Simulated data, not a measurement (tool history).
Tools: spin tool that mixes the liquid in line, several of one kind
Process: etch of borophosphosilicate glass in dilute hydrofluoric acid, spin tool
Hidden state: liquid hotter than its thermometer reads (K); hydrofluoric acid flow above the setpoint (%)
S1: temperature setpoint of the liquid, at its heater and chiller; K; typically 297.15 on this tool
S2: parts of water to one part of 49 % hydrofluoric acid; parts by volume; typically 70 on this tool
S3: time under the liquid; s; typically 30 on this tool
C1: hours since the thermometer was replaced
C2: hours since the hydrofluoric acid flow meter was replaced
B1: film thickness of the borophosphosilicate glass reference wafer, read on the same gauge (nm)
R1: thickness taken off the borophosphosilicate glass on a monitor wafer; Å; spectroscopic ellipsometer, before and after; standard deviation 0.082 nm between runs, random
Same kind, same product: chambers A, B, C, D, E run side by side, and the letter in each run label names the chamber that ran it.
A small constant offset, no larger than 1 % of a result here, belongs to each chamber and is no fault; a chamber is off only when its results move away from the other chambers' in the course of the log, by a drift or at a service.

run	hour	S1	S2	S3	C1	C2	B1	R1
1E	10.8	297.15	70	30	1973.2	158.7	30.016	156.830
2C	18.5	297.15	70	30	245.0	348.3	29.991	158.040
3D	24.6	297.15	70	30	493.1	725.5	29.961	155.420
4A	33.6	297.15	70	30	1592.4	113.1	30.046	156.830
5B	39.4	297.15	70	30	752.8	481.9	29.986	155.810
6D	52.3	297.15	70	30	520.8	753.2	30.031	156.540
7E	61.6	297.15	70	30	2024.0	209.5	30.016	156.670
8A	69.2	297.15	55	30	1628.0	148.7	30.037	203.020
# hour 73.6: chamber D: hydrofluoric acid flow meter replaced
9B	75.4	297.15	55	30	788.8	517.9	29.986	202.490
10C	83.9	297.15	55	30	310.4	413.7	30.007	205.070
11C	93.8	297.15	55	30	320.3	423.6	29.978	205.850
12E	103.0	297.15	55	30	2065.4	250.9	30.001	204.420
13D	112.2	297.15	70	30	580.7	38.7	29.990	155.870
14A	120.0	297.15	70	30	1678.8	199.5	29.990	155.470
# hour 123.0: chamber D: thermometer replaced
15B	130.0	297.15	70	30	843.4	572.5	30.041	155.600
16E	137.3	297.15	70	30	2099.7	285.2	30.034	155.650
17C	146.0	297.15	70	30	372.5	475.8	29.996	157.780
18D	156.5	297.15	70	30	33.5	83.0	30.007	155.220
19B	162.4	297.15	70	30	875.8	604.9	29.982	155.960
20A	170.7	297.15	70	30	1729.5	250.2	30.023	157.420
21E	178.4	297.15	70	30	2140.8	326.3	30.001	157.650
22B	184.3	297.15	70	30	897.7	626.8	29.956	155.360
23A	190.3	297.15	70	30	1749.1	269.8	29.978	154.930
24C	196.9	297.15	35	45	423.4	526.7	29.987	502.030
25D	205.6	297.15	35	45	82.6	132.1	30.027	494.170
26D	214.5	297.15	35	45	91.5	141.0	29.994	489.920
27A	221.6	297.15	35	45	1780.4	301.1	30.015	491.890
28C	233.3	297.15	35	45	459.8	563.1	29.966	509.660
29B	244.9	297.15	70	30	958.3	687.4	29.999	155.820
30E	256.5	297.15	70	30	2218.9	404.4	30.012	156.200
31E	264.5	297.15	70	30	2226.9	412.4	30.003	156.440
32C	270.9	297.15	70	30	497.4	600.7	29.989	156.400
33D	276.8	297.15	70	30	153.8	203.3	30.004	153.820
34B	284.9	299.65	70	15	998.3	727.4	30.009	85.822

Predict what each chamber gives when all 5 of them run the settings below next.
35A	294.1	301.65	70	30				?
35B	294.1	301.65	70	30				?
35C	294.1	301.65	70	30				?
35D	294.1	301.65	70	30				?
35E	294.1	301.65	70	30				?

run	R1
35A	187.420
35B	186.030
35C	190.300
35D	185.430
35E	186.500

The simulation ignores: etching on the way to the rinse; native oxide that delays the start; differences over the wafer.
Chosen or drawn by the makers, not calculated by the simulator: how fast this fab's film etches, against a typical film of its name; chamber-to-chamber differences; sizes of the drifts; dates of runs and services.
